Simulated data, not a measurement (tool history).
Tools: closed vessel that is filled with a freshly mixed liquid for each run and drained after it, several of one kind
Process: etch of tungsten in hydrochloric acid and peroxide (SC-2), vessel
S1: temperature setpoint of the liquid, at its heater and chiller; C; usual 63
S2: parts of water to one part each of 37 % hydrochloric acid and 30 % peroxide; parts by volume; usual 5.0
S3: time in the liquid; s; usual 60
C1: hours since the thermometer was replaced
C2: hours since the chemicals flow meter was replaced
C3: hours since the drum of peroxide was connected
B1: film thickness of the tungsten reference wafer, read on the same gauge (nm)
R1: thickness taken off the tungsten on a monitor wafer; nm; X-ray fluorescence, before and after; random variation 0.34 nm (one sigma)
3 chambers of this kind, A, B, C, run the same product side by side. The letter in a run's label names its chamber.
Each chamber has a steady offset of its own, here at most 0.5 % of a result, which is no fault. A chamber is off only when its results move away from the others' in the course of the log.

| run | day | S1 | S2 | S3 | C1 | C2 | C3 | B1 | R1 |
|---|---|---|---|---|---|---|---|---|---|
| 1B | 0.217 | 63 | 5.0 | 60 | 511.2 | 2257.8 | 464.9 | 130.00 | 44.477 |
| 2A | 0.542 | 63 | 5.0 | 60 | 982.8 | 40.1 | 762.0 | 130.02 | 44.636 |
| 3C | 0.875 | 63 | 5.0 | 60 | 1242.0 | 567.9 | 109.3 | 130.00 | 44.354 |
| 4C | 1.129 | 63 | 5.0 | 60 | 1248.1 | 574.0 | 115.4 | 130.01 | 44.050 |
| 5B | 1.346 | 63 | 5.0 | 60 | 538.3 | 2284.9 | 492.0 | 129.99 | 44.050 |
|  | 1.596 | chamber B: chemicals flow meter replaced |
| 6A | 1.612 | 63 | 5.0 | 60 | 1008.5 | 65.8 | 787.7 | 129.99 | 44.083 |
| 7A | 2.000 | 63 | 5.0 | 60 | 1017.8 | 75.1 | 797.0 | 129.99 | 44.960 |
| 8B | 2.396 | 63 | 5.0 | 60 | 563.5 | 19.2 | 517.2 | 130.00 | 44.553 |
| 9C | 2.712 | 57 | 6.5 | 60 | 1286.1 | 612.0 | 153.4 | 129.98 | 25.151 |
| 10A | 3.196 | 57 | 6.5 | 60 | 1046.5 | 103.8 | 825.7 | 129.99 | 24.934 |
| 11B | 3.604 | 57 | 6.5 | 60 | 592.5 | 48.2 | 546.2 | 130.01 | 24.980 |
| 12C | 3.921 | 63 | 5.0 | 60 | 1315.1 | 641.0 | 182.4 | 130.01 | 44.531 |
| 13C | 4.171 | 63 | 5.0 | 60 | 1321.1 | 647.0 | 188.4 | 130.01 | 44.489 |
| 14A | 4.625 | 63 | 5.0 | 60 | 1080.8 | 138.1 | 860.0 | 130.00 | 44.777 |
| 15B | 5.012 | 63 | 5.0 | 60 | 626.3 | 82.0 | 580.0 | 130.01 | 44.310 |
| 16B | 5.467 | 63 | 5.0 | 60 | 637.2 | 92.9 | 590.9 | 130.00 | 45.000 |
| 17C | 5.688 | 63 | 5.0 | 60 | 1357.5 | 683.4 | 224.8 | 129.99 | 44.087 |
| 18A | 6.092 | 63 | 5.0 | 60 | 1116.0 | 173.3 | 895.2 | 129.99 | 44.382 |
| 19C | 6.471 | 63 | 5.0 | 60 | 1376.3 | 702.2 | 243.6 | 130.01 | 44.315 |
| 20B | 6.825 | 63 | 5.0 | 60 | 669.8 | 125.5 | 623.5 | 130.00 | 44.085 |
| 21A | 7.188 | 63 | 5.0 | 60 | 1142.3 | 199.6 | 921.5 | 130.00 | 44.953 |
| 22C | 7.429 | 63 | 5.0 | 60 | 1399.3 | 725.2 | 266.6 | 130.01 | 43.432 |

All 3 chambers run these settings next. Forecast each chamber's results:
| 23A | 7.775 | 63 | 7.0 | 60 |  |  |  |  | ? |
| 23B | 7.775 | 63 | 7.0 | 60 |  |  |  |  | ? |
| 23C | 7.775 | 63 | 7.0 | 60 |  |  |  |  | ? |

| run | R1 |
|---|---|
| 23A | 34.594 |
| 23B | 34.794 |
| 23C | 34.438 |
